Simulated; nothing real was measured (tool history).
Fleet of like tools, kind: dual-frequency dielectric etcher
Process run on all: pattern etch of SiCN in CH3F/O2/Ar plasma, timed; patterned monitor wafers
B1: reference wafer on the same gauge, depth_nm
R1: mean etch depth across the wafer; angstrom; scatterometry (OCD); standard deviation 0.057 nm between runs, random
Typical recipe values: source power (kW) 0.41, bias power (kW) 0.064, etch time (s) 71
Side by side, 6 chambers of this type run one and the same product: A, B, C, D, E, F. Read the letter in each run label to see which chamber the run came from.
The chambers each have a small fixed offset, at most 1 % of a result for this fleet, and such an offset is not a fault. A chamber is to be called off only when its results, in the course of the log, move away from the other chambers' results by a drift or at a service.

{"run": "1B", "hour": 11.0, "source power (kW)": 0.41, "bias power (kW)": 0.064, "etch time (s)": 71, "B1": 30.212, "R1": 259.71}
{"run": "2F", "hour": 19.1, "source power (kW)": 0.41, "bias power (kW)": 0.064, "etch time (s)": 71, "B1": 30.185, "R1": 259.03}
{"hour": 20.5, "done": "chamber C: wet clean of the chamber"}
{"hour": 27.9, "done": "chamber F: wet clean of the chamber"}
{"run": "3C", "hour": 32.7, "source power (kW)": 0.41, "bias power (kW)": 0.064, "etch time (s)": 71, "B1": 30.202, "R1": 257.43}
{"run": "4E", "hour": 41.8, "source power (kW)": 0.41, "bias power (kW)": 0.064, "etch time (s)": 71, "B1": 30.194, "R1": 257.69}
{"run": "5A", "hour": 51.0, "source power (kW)": 0.41, "bias power (kW)": 0.064, "etch time (s)": 71, "B1": 30.203, "R1": 257.04}
{"run": "6D", "hour": 57.3, "source power (kW)": 0.41, "bias power (kW)": 0.064, "etch time (s)": 71, "B1": 30.203, "R1": 258}
{"hour": 65.2, "done": "chamber D: source power generator calibrated"}
{"run": "7B", "hour": 71.0, "source power (kW)": 0.41, "bias power (kW)": 0.064, "etch time (s)": 71, "B1": 30.189, "R1": 259.15}
{"run": "8E", "hour": 79.9, "source power (kW)": 0.41, "bias power (kW)": 0.064, "etch time (s)": 71, "B1": 30.178, "R1": 258.5}
{"hour": 84.5, "done": "chamber E: bias power generator calibrated"}
{"run": "9D", "hour": 93.1, "source power (kW)": 0.41, "bias power (kW)": 0.064, "etch time (s)": 71, "B1": 30.197, "R1": 258.69}
{"run": "10A", "hour": 104.6, "source power (kW)": 0.41, "bias power (kW)": 0.064, "etch time (s)": 71, "B1": 30.191, "R1": 257.41}
{"run": "11C", "hour": 116.3, "source power (kW)": 0.41, "bias power (kW)": 0.064, "etch time (s)": 71, "B1": 30.19, "R1": 257.53}
{"run": "12F", "hour": 126.9, "source power (kW)": 0.41, "bias power (kW)": 0.064, "etch time (s)": 71, "B1": 30.207, "R1": 259.16}
{"run": "13C", "hour": 137.0, "source power (kW)": 0.41, "bias power (kW)": 0.064, "etch time (s)": 71, "B1": 30.204, "R1": 258.86}
{"run": "14E", "hour": 143.8, "source power (kW)": 0.37, "bias power (kW)": 0.064, "etch time (s)": 71, "B1": 30.204, "R1": 248.87}
{"run": "15A", "hour": 152.5, "source power (kW)": 0.37, "bias power (kW)": 0.064, "etch time (s)": 71, "B1": 30.215, "R1": 246.11}
{"run": "16B", "hour": 163.0, "source power (kW)": 0.37, "bias power (kW)": 0.064, "etch time (s)": 71, "B1": 30.198, "R1": 248.84}
{"run": "17D", "hour": 173.6, "source power (kW)": 0.37, "bias power (kW)": 0.064, "etch time (s)": 71, "B1": 30.197, "R1": 247.96}
{"run": "18F", "hour": 185.7, "source power (kW)": 0.37, "bias power (kW)": 0.064, "etch time (s)": 71, "B1": 30.205, "R1": 249.22}
{"run": "19A", "hour": 194.7, "source power (kW)": 0.37, "bias power (kW)": 0.064, "etch time (s)": 71, "B1": 30.18, "R1": 246.85}
{"run": "20E", "hour": 202.4, "source power (kW)": 0.41, "bias power (kW)": 0.064, "etch time (s)": 71, "B1": 30.207, "R1": 258.68}
{"run": "21D", "hour": 212.4, "source power (kW)": 0.41, "bias power (kW)": 0.064, "etch time (s)": 71, "B1": 30.199, "R1": 258.77}
{"run": "22F", "hour": 219.0, "source power (kW)": 0.41, "bias power (kW)": 0.064, "etch time (s)": 71, "B1": 30.207, "R1": 258.75}
{"run": "23C", "hour": 227.7, "source power (kW)": 0.41, "bias power (kW)": 0.064, "etch time (s)": 71, "B1": 30.187, "R1": 258.03}
{"run": "24B", "hour": 241.1, "source power (kW)": 0.41, "bias power (kW)": 0.064, "etch time (s)": 71, "B1": 30.199, "R1": 259.28}
{"run": "25D", "hour": 253.6, "source power (kW)": 0.41, "bias power (kW)": 0.064, "etch time (s)": 71, "B1": 30.193, "R1": 257.85}
{"hour": 259.5, "done": "chamber A: wet clean of the chamber"}
{"run": "26A", "hour": 261.1, "source power (kW)": 0.41, "bias power (kW)": 0.064, "etch time (s)": 71, "B1": 30.209, "R1": 251.44}
{"run": "27C", "hour": 268.0, "source power (kW)": 0.41, "bias power (kW)": 0.064, "etch time (s)": 71, "B1": 30.2, "R1": 258.63}
{"run": "28E", "hour": 276.1, "source power (kW)": 0.41, "bias power (kW)": 0.064, "etch time (s)": 71, "B1": 30.188, "R1": 259.82}
{"run": "29F", "hour": 282.5, "source power (kW)": 0.41, "bias power (kW)": 0.064, "etch time (s)": 71, "B1": 30.2, "R1": 259.25}
{"hour": 288.3, "done": "chamber B: wet clean of the chamber"}
{"run": "30B", "hour": 289.4, "source power (kW)": 0.41, "bias power (kW)": 0.064, "etch time (s)": 71, "B1": 30.206, "R1": 259.15}
{"run": "31F", "hour": 296.7, "source power (kW)": 0.41, "bias power (kW)": 0.064, "etch time (s)": 71, "B1": 30.208, "R1": 258.42}
{"run": "32D", "hour": 304.7, "source power (kW)": 0.41, "bias power (kW)": 0.064, "etch time (s)": 71, "B1": 30.209, "R1": 259.25}
{"hour": 306.8, "done": "chamber E: wet clean of the chamber"}
{"run": "33E", "hour": 316.1, "source power (kW)": 0.41, "bias power (kW)": 0.064, "etch time (s)": 71, "B1": 30.202, "R1": 258.94}
{"run": "34C", "hour": 323.7, "source power (kW)": 0.5, "bias power (kW)": 0.064, "etch time (s)": 56.5, "B1": 30.192, "R1": 220.85}
{"run": "35B", "hour": 331.4, "source power (kW)": 0.5, "bias power (kW)": 0.064, "etch time (s)": 56.5, "B1": 30.201, "R1": 221.65}
{"run": "36A", "hour": 340.2, "source power (kW)": 0.5, "bias power (kW)": 0.064, "etch time (s)": 56.5, "B1": 30.193, "R1": 215.29}
{"run": "37B", "hour": 351.2, "source power (kW)": 0.5, "bias power (kW)": 0.064, "etch time (s)": 56.5, "B1": 30.191, "R1": 221.39}
{"run": "38F", "hour": 363.0, "source power (kW)": 0.5, "bias power (kW)": 0.064, "etch time (s)": 56.5, "B1": 30.206, "R1": 222.04}
{"hour": 369.5, "done": "chamber D: wet clean of the chamber"}
{"run": "39A", "hour": 376.6, "source power (kW)": 0.5, "bias power (kW)": 0.064, "etch time (s)": 56.5, "B1": 30.196, "R1": 215.47}
{"run": "40D", "hour": 386.8, "source power (kW)": 0.41, "bias power (kW)": 0.064, "etch time (s)": 71, "B1": 30.219, "R1": 258.42}
{"run": "41E", "hour": 399.9, "source power (kW)": 0.41, "bias power (kW)": 0.064, "etch time (s)": 71, "B1": 30.205, "R1": 258.27}
{"run": "42C", "hour": 412.3, "source power (kW)": 0.41, "bias power (kW)": 0.064, "etch time (s)": 71, "B1": 30.204, "R1": 257.85}
{"run": "43B", "hour": 422.4, "source power (kW)": 0.41, "bias power (kW)": 0.064, "etch time (s)": 71, "B1": 30.198, "R1": 259.12}
{"run": "44E", "hour": 435.6, "source power (kW)": 0.41, "bias power (kW)": 0.064, "etch time (s)": 71, "B1": 30.202, "R1": 258.51}

What goes on in this fleet: one chamber off, a drifting gauge, or nothing beyond the chambers' own small offsets? Name the chamber and the cause, if any.

A service on chamber A put it out of line with the rest.
Cause: etch rate under this chamber's usual, % = 2.28.

Which of the 4 candidates below, each the usual settings with something changed and its results left as question marks, puts chamber A back in line with what the other chambers give on the usual settings?
To be in line, a result may differ from the other chambers' mean on the usual settings by at most: R1 2.1 angstrom
{"run": "45A-1", "hour": 445.6, "source power (kW)": 0.41, "bias power (kW)": 0.064, "etch time (s)": 70, "R1": "?"}
{"run": "45A-2", "hour": 445.6, "source power (kW)": 0.41, "bias power (kW)": 0.064, "etch time (s)": 73, "R1": "?"}
{"run": "45A-3", "hour": 445.6, "source power (kW)": 0.42, "bias power (kW)": 0.065, "etch time (s)": 71, "R1": "?"}
{"run": "45A-4", "hour": 445.6, "source power (kW)": 0.39, "bias power (kW)": 0.062, "etch time (s)": 71, "R1": "?"}

What the other chambers average on the usual settings: R1 258.6 angstrom
run=45A-1 R1=247.38
run=45A-2 R1=257.99
run=45A-3 R1=254.58
run=45A-4 R1=243.54
Change 45A-2 lands the chamber within the allowed miss of the other chambers.
